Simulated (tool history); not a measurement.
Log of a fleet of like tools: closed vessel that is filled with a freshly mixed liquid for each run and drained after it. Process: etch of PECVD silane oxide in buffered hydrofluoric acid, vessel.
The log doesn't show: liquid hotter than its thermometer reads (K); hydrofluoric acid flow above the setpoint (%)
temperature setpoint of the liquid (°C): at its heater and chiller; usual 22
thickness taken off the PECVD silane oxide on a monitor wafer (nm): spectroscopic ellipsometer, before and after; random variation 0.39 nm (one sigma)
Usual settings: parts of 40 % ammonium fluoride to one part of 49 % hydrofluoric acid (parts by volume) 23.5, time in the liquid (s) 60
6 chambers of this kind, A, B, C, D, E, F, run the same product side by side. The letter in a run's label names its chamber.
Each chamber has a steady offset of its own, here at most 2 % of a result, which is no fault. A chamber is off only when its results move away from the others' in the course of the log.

| run | day | temperature setpoint of the liquid (°C) | parts of 40 % ammonium fluoride to one part of 49 % hydrofluoric acid (parts by volume) | time in the liquid (s) | hours since the thermometer was replaced | hours since the hydrofluoric acid flow meter was replaced | read-back film thickness of the PECVD silane oxide reference wafer, read on the same gauge (nm) | thickness taken off the PECVD silane oxide on a monitor wafer (nm) |
|---|---|---|---|---|---|---|---|---|
| 1C | 0.283 | 22 | 23.5 | 60 | 1841.8 | 447.6 | 90.007 | 47.655 |
| 2F | 0.646 | 22 | 23.5 | 60 | 968.8 | 1402.8 | 90.023 | 47.914 |
| 3E | 0.958 | 22 | 23.5 | 60 | 111 | 552 | 89.996 | 47.082 |
| 4A | 1.171 | 22 | 23.5 | 60 | 812.2 | 730 | 90.004 | 48.546 |
| 5B | 1.433 | 22 | 23.5 | 60 | 2277.6 | 789.2 | 89.993 | 47.763 |
| 6D | 1.675 | 22 | 23.5 | 60 | 2039.4 | 840.6 | 89.997 | 48.023 |
| 7C | 1.938 | 22 | 23.5 | 60 | 1881.5 | 487.3 | 89.991 | 47.569 |
| 8B | 2.142 | 22 | 23.5 | 60 | 2294.6 | 806.2 | 90.006 | 48.689 |
| 9E | 2.367 | 22 | 23.5 | 60 | 144.8 | 585.8 | 90.008 | 47.384 |
| 10F | 2.733 | 22 | 23.5 | 60 | 1018.9 | 1452.9 | 90.001 | 48.475 |
| 11D | 3.1 | 22 | 23.5 | 60 | 2073.6 | 874.8 | 89.991 | 49.11 |
|  | 3.346 | chamber B: hydrofluoric acid flow meter replaced |
| 12A | 3.458 | 22 | 23.5 | 30 | 867.1 | 784.9 | 90.012 | 24.178 |
| 13C | 3.85 | 22 | 23.5 | 30 | 1927.4 | 533.2 | 90.007 | 23.712 |
| 14F | 4.054 | 22 | 23.5 | 30 | 1050.6 | 1484.6 | 90 | 24.16 |
| 15B | 4.308 | 22 | 23.5 | 30 | 2346.6 | 23.1 | 90.017 | 24.051 |
| 16E | 4.625 | 22 | 23.5 | 30 | 199 | 640 | 90.014 | 23.748 |
| 17D | 4.929 | 22 | 23.5 | 30 | 2117.5 | 918.7 | 89.993 | 24.134 |
| 18A | 5.229 | 22 | 23.5 | 60 | 909.6 | 827.4 | 90.003 | 49.037 |
| 19F | 5.504 | 22 | 23.5 | 60 | 1085.4 | 1519.4 | 90.007 | 48.857 |
| 20A | 5.846 | 22 | 23.5 | 60 | 924.4 | 842.2 | 90.003 | 48.856 |
| 21C | 6.158 | 22 | 23.5 | 60 | 1982.8 | 588.6 | 89.994 | 47.528 |
| 22E | 6.517 | 22 | 23.5 | 30 | 244.4 | 685.4 | 89.999 | 23.735 |
| 23B | 6.854 | 22 | 23.5 | 30 | 2407.7 | 84.2 | 90.001 | 23.941 |
| 24D | 7.233 | 22 | 23.5 | 30 | 2172.8 | 974 | 90.01 | 24.208 |
| 25F | 7.562 | 22 | 23.5 | 30 | 1134.8 | 1568.8 | 90.002 | 24.35 |
| 26E | 7.833 | 22 | 23.5 | 30 | 276 | 717 | 89.999 | 23.784 |
| 27A | 8.017 | 22 | 23.5 | 30 | 976.5 | 894.3 | 89.985 | 24.934 |
| 28C | 8.3 | 22 | 23.5 | 60 | 2034.2 | 640 | 89.999 | 47.984 |
| 29B | 8.5 | 22 | 23.5 | 60 | 2447.2 | 123.7 | 89.996 | 47.95 |
| 30D | 8.696 | 22 | 23.5 | 60 | 2207.9 | 1009.1 | 90.002 | 49.151 |
| 31C | 8.962 | 22 | 23.5 | 60 | 2050.1 | 655.9 | 89.996 | 47.957 |
| 32E | 9.221 | 22 | 23.5 | 60 | 309.3 | 750.3 | 89.982 | 46.935 |
| 33B | 9.588 | 25.5 | 23.5 | 45 | 2473.3 | 149.8 | 89.981 | 44.045 |
|  | 9.796 | chamber B: thermometer replaced |
| 34D | 9.954 | 25.5 | 23.5 | 45 | 2238.1 | 1039.3 | 89.992 | 43.847 |
| 35A | 10.346 | 25.5 | 23.5 | 45 | 1032.4 | 950.2 | 90.001 | 46.13 |
| 36F | 10.65 | 25.5 | 23.5 | 45 | 1208.9 | 1642.9 | 89.992 | 44.078 |
| 37A | 10.879 | 25.5 | 23.5 | 45 | 1045.2 | 963 | 90.003 | 46.7 |
| 38F | 11.062 | 25.5 | 23.5 | 45 | 1218.8 | 1652.8 | 89.991 | 44.029 |
| 39B | 11.279 | 22 | 23.5 | 60 | 35.7 | 190.4 | 90.02 | 47.844 |
| 40E | 11.646 | 22 | 23.5 | 60 | 367.5 | 808.5 | 89.993 | 47.514 |
| 41D | 11.821 | 26.5 | 23.5 | 80 | 2282.9 | 1084.1 | 89.988 | 83.066 |

Is one chamber off against the others, does the gauge drift, or is nothing wrong? If a chamber is off, say which, and what the likeliest cause is.

Chamber A drifts away from the others.
Cause: liquid hotter than its thermometer reads (K) = 1.17.
The log may not tell that from: hydrofluoric acid flow above the setpoint (%).

Here are 4 candidates for chamber A's next run, each the usual settings with a change, their results left as question marks. Which one brings its results back in line with what the others give on the usual settings?
In line means no further than this from the other chambers' mean on the usual settings: thickness taken off the PECVD silane oxide on a monitor wafer (nm) 1.4
| 42A-1 | 12.108 | 22.5 | 22 | 60 |  |  |  | ? |
| 42A-2 | 12.108 | 22 | 23.5 | 70 |  |  |  | ? |
| 42A-3 | 12.108 | 21.5 | 25 | 60 |  |  |  | ? |
| 42A-4 | 12.108 | 22 | 29.5 | 60 |  |  |  | ? |

The other chambers' mean on the usual settings: thickness taken off the PECVD silane oxide on a monitor wafer (nm) 48.018
| run | thickness taken off the PECVD silane oxide on a monitor wafer (nm) |
|---|---|
| 42A-1 | 55.288 |
| 42A-2 | 59.925 |
| 42A-3 | 47.823 |
| 42A-4 | 43.823 |
42A-3 brings the chamber back in line.

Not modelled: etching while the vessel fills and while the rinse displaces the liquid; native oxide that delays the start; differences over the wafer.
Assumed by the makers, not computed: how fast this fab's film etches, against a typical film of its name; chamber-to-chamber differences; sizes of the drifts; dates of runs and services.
